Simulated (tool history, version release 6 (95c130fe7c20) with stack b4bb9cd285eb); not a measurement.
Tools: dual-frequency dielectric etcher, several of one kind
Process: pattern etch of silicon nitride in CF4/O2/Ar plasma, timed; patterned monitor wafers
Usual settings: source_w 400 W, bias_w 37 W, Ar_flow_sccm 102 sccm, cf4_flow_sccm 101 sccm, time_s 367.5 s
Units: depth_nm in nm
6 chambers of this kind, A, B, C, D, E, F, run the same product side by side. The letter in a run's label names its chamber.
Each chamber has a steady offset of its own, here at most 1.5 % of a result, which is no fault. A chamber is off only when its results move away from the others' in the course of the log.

run	hour	source_w	bias_w	Ar_flow_sccm	cf4_flow_sccm	time_s	read-back reference wafer on the same gauge, depth_nm	depth_nm
1E	8.4	400	37	102	101	367.5	586.93	510.44
2D	18.8	400	37	102	101	367.5	586.48	511.98
3C	34.4	400	37	102	101	367.5	586.84	517.83
4A	41.7	400	37	102	101	367.5	586.25	521.39
5F	57.9	400	37	102	101	367.5	587.68	518.78
6B	69.8	400	37	102	101	367.5	587.36	505.07
7F	84.1	400	37	102	101	367.5	587.17	522.05
8E	98.9	400	37	102	101	367.5	586.85	506.54
9C	109.4	400	37	102	101	367.5	587.89	516.83
10B	119.7	400	37	102	101	367.5	588.06	512.46
11D	128.1	400	37	102	101	367.5	587.09	511.94
# hour 131.7: chamber F: Ar flow controller replaced
12A	139.8	400	37	102	101	367.5	586.58	520.69
13B	148.0	400	37	102	101	367.5	586.74	515.79
14E	158.8	400	37	102	101	367.5	587.12	510.44
15F	172.0	400	37	102	101	367.5	586.12	522.30
16A	182.9	400	37	102	101	367.5	586.78	520.03
17C	190.4	400	37	102	101	367.5	587.18	515.13
18D	204.4	400	37	102	101	367.5	587.53	516.73
19D	212.6	400	37	102	101	367.5	586.71	511.44
# hour 220.8: chamber F: wet clean of the chamber
20C	224.8	400	37	102	101	367.5	588.51	514.32
21F	240.3	400	37	102	101	367.5	587.23	515.01
# hour 248.7: chamber C: wet clean of the chamber
22B	254.1	400	37	102	101	367.5	587.12	505.02
23E	266.2	400	37	102	116	367.5	586.97	518.25
24A	282.2	400	37	102	116	367.5	586.84	524.04
25E	297.3	400	37	102	116	367.5	586.57	522.43
26C	305.3	400	37	102	116	367.5	586.82	505.41
27D	314.7	400	37	102	116	367.5	586.19	524.76
# hour 327.5: chamber E: bias power generator calibrated
28F	328.2	400	37	102	116	367.5	586.86	526.56
29A	337.1	400	34	102	101	316.5	587.75	439.86
# hour 345.6: chamber A: wet clean of the chamber
30B	348.9	400	34	102	101	316.5	586.67	429.99
31F	363.7	400	34	102	101	316.5	586.68	432.74
32D	374.1	400	34	102	101	316.5	587.10	427.68
33A	383.3	400	34	102	101	316.5	586.88	435.81
34E	394.5	400	34	102	101	316.5	587.22	423.36
35B	405.0	400	37	102	101	367.5	586.44	510.30
36C	412.6	400	37	102	101	367.5	588.35	500.99
# hour 421.9: chamber B: wet clean of the chamber
37A	428.2	400	37	102	101	367.5	585.51	521.94
38D	436.5	400	37	102	101	367.5	586.99	510.69
39E	448.3	400	37	102	101	367.5	586.08	510.03
40C	459.1	400	37	102	101	367.5	586.66	496.55
41B	467.7	400	37	102	101	367.5	587.05	508.36

What goes on in this fleet: one chamber off, a drifting gauge, or nothing beyond the chambers' own small offsets? Name the chamber and the cause, if any.

A service left chamber C off against the others.
Cause: etch rate under this chamber's usual, % = 3.35.

Here are 4 candidates for chamber C's next run, each the usual settings with a change, their results left as question marks. Which one brings its results back in line with what the others give on the usual settings?
In line means no further than this from the other chambers' mean on the usual settings: depth_nm 12.00 nm
42C-1	479.3	410	37	102	101	375.0		?
42C-2	479.3	390	37	102	101	360.0		?
42C-3	479.3	410	37	102	101	384.5		?
42C-4	479.3	390	37	102	101	350.5		?

The other chambers' mean on the usual settings: depth_nm 515.31 nm
run	depth_nm
42C-1	521.68
42C-2	479.18
42C-3	534.90
42C-4	466.53
42C-1 brings the chamber back in line.

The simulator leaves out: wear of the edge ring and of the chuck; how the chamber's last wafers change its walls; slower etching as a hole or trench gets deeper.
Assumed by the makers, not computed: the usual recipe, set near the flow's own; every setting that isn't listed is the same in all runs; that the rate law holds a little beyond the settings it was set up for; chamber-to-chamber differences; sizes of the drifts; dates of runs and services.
